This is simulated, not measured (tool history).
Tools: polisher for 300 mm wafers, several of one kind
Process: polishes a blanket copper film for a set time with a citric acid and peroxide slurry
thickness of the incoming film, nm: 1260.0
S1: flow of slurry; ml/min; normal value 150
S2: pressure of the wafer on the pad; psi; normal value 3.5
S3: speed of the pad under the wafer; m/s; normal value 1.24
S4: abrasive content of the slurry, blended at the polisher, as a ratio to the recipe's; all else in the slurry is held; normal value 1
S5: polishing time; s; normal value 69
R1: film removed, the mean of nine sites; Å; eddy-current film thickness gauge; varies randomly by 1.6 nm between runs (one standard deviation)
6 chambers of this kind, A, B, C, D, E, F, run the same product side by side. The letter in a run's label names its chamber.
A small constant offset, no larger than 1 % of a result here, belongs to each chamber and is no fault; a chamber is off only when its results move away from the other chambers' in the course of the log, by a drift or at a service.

run    day   S1   S2    S3   S4  S5      R1
     0.167  -- chamber B: worn pad replaced by a new one
     0.212  -- chamber C: worn pad replaced by a new one
 1C  0.321  150  3.5  1.24    1  69    1856
     0.454  -- chamber E: worn pad replaced by a new one
 2D  0.479  150  3.5  1.24    1  69  1872.2
 3E  0.692  150  3.5  1.24    1  69  1808.8
 4F  0.921  150  3.5  1.24    1  69  1829.1
 5A  1.221  150  2.7  1.24    1  59  1233.5
     1.317  -- chamber F: worn pad replaced by a new one
 6B  1.467  150  2.7  1.24    1  59  1229.3
 7A  1.608  150  2.7  1.24    1  59  1237.5
 8B  1.821  150  2.7  1.24    1  59  1202.5
      2.05  -- chamber D: head pressure recalibrated
 9F  2.125  150  2.7  1.24    1  59  1229.6
     2.175  -- chamber A: head pressure recalibrated
10C  2.279  150  2.7  1.24    1  59  1205.6
     2.375  -- chamber C: head pressure recalibrated
11D  2.579  150  3.5  1.24    1  69  1875.5
     2.804  -- chamber A: worn pad replaced by a new one
12E    2.9  150  3.5  1.24    1  69  1827.9
     2.946  -- chamber A: slurry blender recalibrated
     3.042  -- chamber D: slurry blender recalibrated
       3.1  -- chamber E: worn pad replaced by a new one
13D  3.171  150  3.5  1.24    1  69  1838.9
14F  3.371  150  3.5  1.24    1  69  1821.2
     3.396  -- chamber C: worn pad replaced by a new one
     3.554  -- chamber D: worn pad replaced by a new one
     3.612  -- chamber B: slurry nozzle cleaned
15B  3.658  120  3.5  1.24    1  69  1758.1
16A  3.817  120  3.5  1.24    1  69  1769.3
     4.017  -- chamber F: head pressure recalibrated
17C  4.125  120  3.5  1.24    1  69  1785.5
18E  4.438  120  3.5  1.24    1  69  1755.5
19E  4.625  120  3.5  1.24    1  69  1747.7
     4.717  -- chamber F: worn pad replaced by a new one
20C  4.896  120  3.5  1.24    1  69  1743.7
21F  5.121  150  4.3  1.24    1  69  1993.3
22A  5.292  150  4.3  1.24    1  69    2266
     5.442  -- chamber E: worn pad replaced by a new one
     5.542  -- chamber F: slurry blender recalibrated
23B    5.6  150  4.3  1.24    1  69  2236.7
24D  5.912  150  4.3  1.24    1  69  2274.1
     5.942  -- chamber C: worn pad replaced by a new one
25D  6.212  150  4.3  1.24    1  69  2241.9
26B    6.5  150  4.3  1.24    1  69  2255.6
     6.642  -- chamber B: worn pad replaced by a new one
     6.712  -- chamber A: worn pad replaced by a new one
27C  6.762  150  3.5  1.24    1  69  1800.4
28A      7  150  3.5  1.24    1  69  1882.4
     7.079  -- chamber D: worn pad replaced by a new one
29F  7.171  150  3.5  1.24    1  69  1615.8
30E  7.321  185  3.5  1.24  0.8  69  1801.5
31A  7.625  185  3.5  1.24  0.8  69  1808.8
     7.717  -- chamber E: worn pad replaced by a new one
32D  7.808  185  3.5  1.24  0.8  69  1830.3
33C   8.05  185  3.5  1.24  0.8  69  1808.8
     8.229  -- chamber E: slurry blender recalibrated
34B  8.288  185  3.5  1.24  0.8  69  1818.7
35F  8.496  185  3.5  1.24  0.8  69  1613.9
36E  8.683  150  3.5  1.24    1  69  1830.4
37C  8.958  150  3.5  1.24    1  69    1856

The same settings go to every chamber for the next run, one line per chamber below. Forecast the results for each:
38A  9.188  185  3.5  1.24   1  69   ?
38B  9.188  185  3.5  1.24   1  69   ?
38C  9.188  185  3.5  1.24   1  69   ?
38D  9.188  185  3.5  1.24   1  69   ?
38E  9.188  185  3.5  1.24   1  69   ?
38F  9.188  185  3.5  1.24   1  69   ?

run      R1
38A  1902.6
38B  1907.1
38C  1877.5
38D  1906.9
38E  1864.7
38F  1699.2
